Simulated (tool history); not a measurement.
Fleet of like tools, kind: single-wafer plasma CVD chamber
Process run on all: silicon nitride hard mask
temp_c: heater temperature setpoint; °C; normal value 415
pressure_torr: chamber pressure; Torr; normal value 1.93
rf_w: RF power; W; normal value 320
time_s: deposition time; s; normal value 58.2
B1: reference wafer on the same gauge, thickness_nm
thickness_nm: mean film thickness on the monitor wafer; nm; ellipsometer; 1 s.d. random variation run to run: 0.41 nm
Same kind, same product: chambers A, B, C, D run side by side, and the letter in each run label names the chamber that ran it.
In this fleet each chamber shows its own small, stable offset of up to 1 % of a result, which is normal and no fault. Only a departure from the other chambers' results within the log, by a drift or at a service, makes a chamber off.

run 1A day=0.142 | temp_c=415 pressure_torr=1.93 rf_w=320 time_s=58.2 | B1=82.392 | thickness_nm=73.051
run 2D day=0.329 | temp_c=415 pressure_torr=1.93 rf_w=320 time_s=58.2 | B1=82.432 | thickness_nm=72.591
run 3B day=0.504 | temp_c=415 pressure_torr=1.93 rf_w=320 time_s=58.2 | B1=82.555 | thickness_nm=73.405
-- day=0.575 chamber B: capacitance manometer re-zeroed and calibrated
run 4C day=0.617 | temp_c=415 pressure_torr=1.93 rf_w=320 time_s=58.2 | B1=82.277 | thickness_nm=73.697
run 5A day=0.842 | temp_c=415 pressure_torr=1.93 rf_w=320 time_s=58.2 | B1=82.428 | thickness_nm=73.244
run 6C day=1.033 | temp_c=415 pressure_torr=1.93 rf_w=320 time_s=58.2 | B1=82.204 | thickness_nm=73.172
run 7B day=1.254 | temp_c=415 pressure_torr=1.93 rf_w=320 time_s=58.2 | B1=82.290 | thickness_nm=74.125
run 8D day=1.483 | temp_c=420 pressure_torr=1.93 rf_w=320 time_s=58.2 | B1=82.479 | thickness_nm=72.589
run 9B day=1.596 | temp_c=420 pressure_torr=1.93 rf_w=320 time_s=58.2 | B1=82.405 | thickness_nm=73.282
run 10A day=1.804 | temp_c=420 pressure_torr=1.93 rf_w=320 time_s=58.2 | B1=82.496 | thickness_nm=73.342
run 11C day=1.983 | temp_c=420 pressure_torr=1.93 rf_w=320 time_s=58.2 | B1=82.454 | thickness_nm=73.791
run 12D day=2.171 | temp_c=415 pressure_torr=1.93 rf_w=320 time_s=58.2 | B1=82.365 | thickness_nm=72.126
run 13D day=2.421 | temp_c=415 pressure_torr=1.93 rf_w=320 time_s=58.2 | B1=82.430 | thickness_nm=72.827
run 14A day=2.633 | temp_c=415 pressure_torr=1.93 rf_w=320 time_s=58.2 | B1=82.586 | thickness_nm=73.486
run 15B day=2.792 | temp_c=415 pressure_torr=1.93 rf_w=320 time_s=58.2 | B1=82.333 | thickness_nm=73.070
run 16C day=2.933 | temp_c=415 pressure_torr=1.93 rf_w=320 time_s=58.2 | B1=82.481 | thickness_nm=73.425
run 17B day=3.129 | temp_c=415 pressure_torr=1.93 rf_w=320 time_s=58.2 | B1=82.325 | thickness_nm=73.374
run 18C day=3.296 | temp_c=415 pressure_torr=1.93 rf_w=320 time_s=58.2 | B1=82.428 | thickness_nm=73.024
run 19A day=3.471 | temp_c=415 pressure_torr=1.63 rf_w=320 time_s=58.2 | B1=82.398 | thickness_nm=70.208
run 20D day=3.683 | temp_c=415 pressure_torr=1.63 rf_w=320 time_s=58.2 | B1=82.347 | thickness_nm=69.210
run 21A day=3.888 | temp_c=415 pressure_torr=1.63 rf_w=320 time_s=58.2 | B1=82.389 | thickness_nm=70.434
run 22D day=4.088 | temp_c=415 pressure_torr=1.63 rf_w=320 time_s=58.2 | B1=82.392 | thickness_nm=69.275
run 23C day=4.250 | temp_c=415 pressure_torr=1.93 rf_w=320 time_s=58.2 | B1=82.434 | thickness_nm=73.528
run 24B day=4.358 | temp_c=415 pressure_torr=1.93 rf_w=320 time_s=58.2 | B1=82.519 | thickness_nm=73.274
run 25D day=4.533 | temp_c=415 pressure_torr=1.93 rf_w=320 time_s=58.2 | B1=82.497 | thickness_nm=72.797
run 26C day=4.746 | temp_c=415 pressure_torr=1.93 rf_w=320 time_s=58.2 | B1=82.532 | thickness_nm=73.611
run 27B day=4.912 | temp_c=415 pressure_torr=1.93 rf_w=320 time_s=58.2 | B1=82.360 | thickness_nm=72.940
run 28A day=5.138 | temp_c=415 pressure_torr=1.93 rf_w=320 time_s=58.2 | B1=82.494 | thickness_nm=73.366
run 29A day=5.288 | temp_c=415 pressure_torr=1.93 rf_w=320 time_s=66.5 | B1=82.553 | thickness_nm=83.545
run 30D day=5.429 | temp_c=415 pressure_torr=1.93 rf_w=320 time_s=66.5 | B1=82.481 | thickness_nm=83.521
run 31B day=5.600 | temp_c=415 pressure_torr=1.93 rf_w=320 time_s=66.5 | B1=82.390 | thickness_nm=83.821
run 32C day=5.712 | temp_c=415 pressure_torr=1.93 rf_w=320 time_s=66.5 | B1=82.407 | thickness_nm=83.770
run 33C day=5.883 | temp_c=415 pressure_torr=1.93 rf_w=320 time_s=58.2 | B1=82.281 | thickness_nm=73.345
run 34D day=6.079 | temp_c=415 pressure_torr=1.93 rf_w=320 time_s=58.2 | B1=82.322 | thickness_nm=72.670
run 35B day=6.204 | temp_c=415 pressure_torr=1.93 rf_w=320 time_s=58.2 | B1=82.425 | thickness_nm=73.248
run 36A day=6.425 | temp_c=415 pressure_torr=1.93 rf_w=320 time_s=58.2 | B1=82.402 | thickness_nm=72.779
run 37B day=6.567 | temp_c=415 pressure_torr=1.93 rf_w=320 time_s=58.2 | B1=82.269 | thickness_nm=73.341
run 38C day=6.675 | temp_c=415 pressure_torr=1.93 rf_w=320 time_s=58.2 | B1=82.340 | thickness_nm=73.712
run 39A day=6.821 | temp_c=415 pressure_torr=1.93 rf_w=320 time_s=58.2 | B1=82.449 | thickness_nm=73.907
run 40D day=7.008 | temp_c=415 pressure_torr=1.93 rf_w=320 time_s=58.2 | B1=82.387 | thickness_nm=72.664

For the next run the whole fleet of 4 chambers uses the same settings. Give each chamber's results:
run 41A day=7.188 | temp_c=426 pressure_torr=1.93 rf_w=320 time_s=58.2 | thickness_nm=?
run 41B day=7.188 | temp_c=426 pressure_torr=1.93 rf_w=320 time_s=58.2 | thickness_nm=?
run 41C day=7.188 | temp_c=426 pressure_torr=1.93 rf_w=320 time_s=58.2 | thickness_nm=?
run 41D day=7.188 | temp_c=426 pressure_torr=1.93 rf_w=320 time_s=58.2 | thickness_nm=?

run=41A thickness_nm=73.048
run=41B thickness_nm=72.984
run=41C thickness_nm=72.776
run=41D thickness_nm=73.117
